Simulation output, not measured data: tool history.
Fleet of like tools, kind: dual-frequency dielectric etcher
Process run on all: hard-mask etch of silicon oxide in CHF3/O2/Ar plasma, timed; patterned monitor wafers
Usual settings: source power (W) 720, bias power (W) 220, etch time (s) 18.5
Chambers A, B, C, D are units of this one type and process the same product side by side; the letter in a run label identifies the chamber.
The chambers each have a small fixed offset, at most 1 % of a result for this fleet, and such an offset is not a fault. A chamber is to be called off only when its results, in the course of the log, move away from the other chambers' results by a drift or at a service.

| run | hour | source power (W) | bias power (W) | etch time (s) | read-back reference wafer on the same gauge, depth_nm | mean etch depth across the wafer (nm) |
|---|---|---|---|---|---|---|
| 1D | 10.7 | 720 | 220 | 18.5 | 36.019 | 42.378 |
| 2C | 20.2 | 720 | 220 | 18.5 | 36.000 | 42.307 |
|  | 26.2 | chamber D: wet clean of the chamber |
| 3B | 29.5 | 720 | 220 | 18.5 | 35.996 | 41.690 |
| 4A | 36.5 | 720 | 220 | 18.5 | 36.015 | 42.033 |
| 5D | 43.0 | 550 | 220 | 18.5 | 35.987 | 38.388 |
| 6C | 52.0 | 550 | 220 | 18.5 | 36.009 | 38.127 |
| 7B | 59.8 | 550 | 220 | 18.5 | 35.996 | 37.607 |
| 8A | 66.5 | 550 | 220 | 18.5 | 35.999 | 37.721 |
| 9B | 74.2 | 720 | 220 | 18.5 | 35.994 | 41.753 |
| 10C | 79.8 | 720 | 220 | 18.5 | 36.009 | 42.315 |
| 11D | 90.8 | 720 | 220 | 18.5 | 35.983 | 42.032 |
| 12A | 101.1 | 720 | 220 | 18.5 | 35.980 | 41.846 |
|  | 106.7 | chamber C: wet clean of the chamber |
| 13C | 108.9 | 720 | 220 | 18.5 | 36.000 | 40.431 |
| 14D | 119.3 | 720 | 220 | 18.5 | 35.974 | 41.958 |
| 15A | 130.1 | 720 | 220 | 18.5 | 36.019 | 41.828 |
| 16B | 141.7 | 720 | 220 | 18.5 | 35.999 | 41.712 |
| 17D | 147.6 | 720 | 220 | 18.5 | 35.995 | 42.561 |
| 18A | 156.9 | 720 | 220 | 18.5 | 35.996 | 41.865 |
| 19B | 163.7 | 720 | 220 | 18.5 | 35.981 | 41.742 |
| 20C | 174.9 | 720 | 220 | 18.5 | 36.009 | 40.468 |
| 21D | 180.4 | 720 | 220 | 18.5 | 36.034 | 42.194 |
|  | 183.9 | chamber C: bias power generator calibrated |
| 22A | 187.9 | 800 | 242 | 18.5 | 35.977 | 45.020 |
| 23B | 198.0 | 800 | 242 | 18.5 | 35.997 | 44.660 |
| 24C | 208.6 | 800 | 242 | 18.5 | 36.016 | 43.628 |
| 25A | 214.4 | 800 | 242 | 18.5 | 36.001 | 44.974 |
| 26D | 224.7 | 890 | 220 | 18.5 | 36.008 | 45.826 |
| 27B | 235.9 | 890 | 220 | 18.5 | 35.976 | 45.543 |
| 28C | 242.3 | 890 | 220 | 18.5 | 36.029 | 44.320 |
| 29C | 247.6 | 890 | 220 | 18.5 | 36.033 | 44.014 |
| 30D | 257.2 | 660 | 220 | 18.5 | 35.987 | 41.000 |

Next, all 4 chambers run the settings below, one line each with question marks for the results. What does each chamber give?
| 31A | 265.5 | 720 | 220 | 18.5 |  | ? |
| 31B | 265.5 | 720 | 220 | 18.5 |  | ? |
| 31C | 265.5 | 720 | 220 | 18.5 |  | ? |
| 31D | 265.5 | 720 | 220 | 18.5 |  | ? |

| run | mean etch depth across the wafer (nm) |
|---|---|
| 31A | 41.849 |
| 31B | 41.781 |
| 31C | 40.690 |
| 31D | 42.055 |
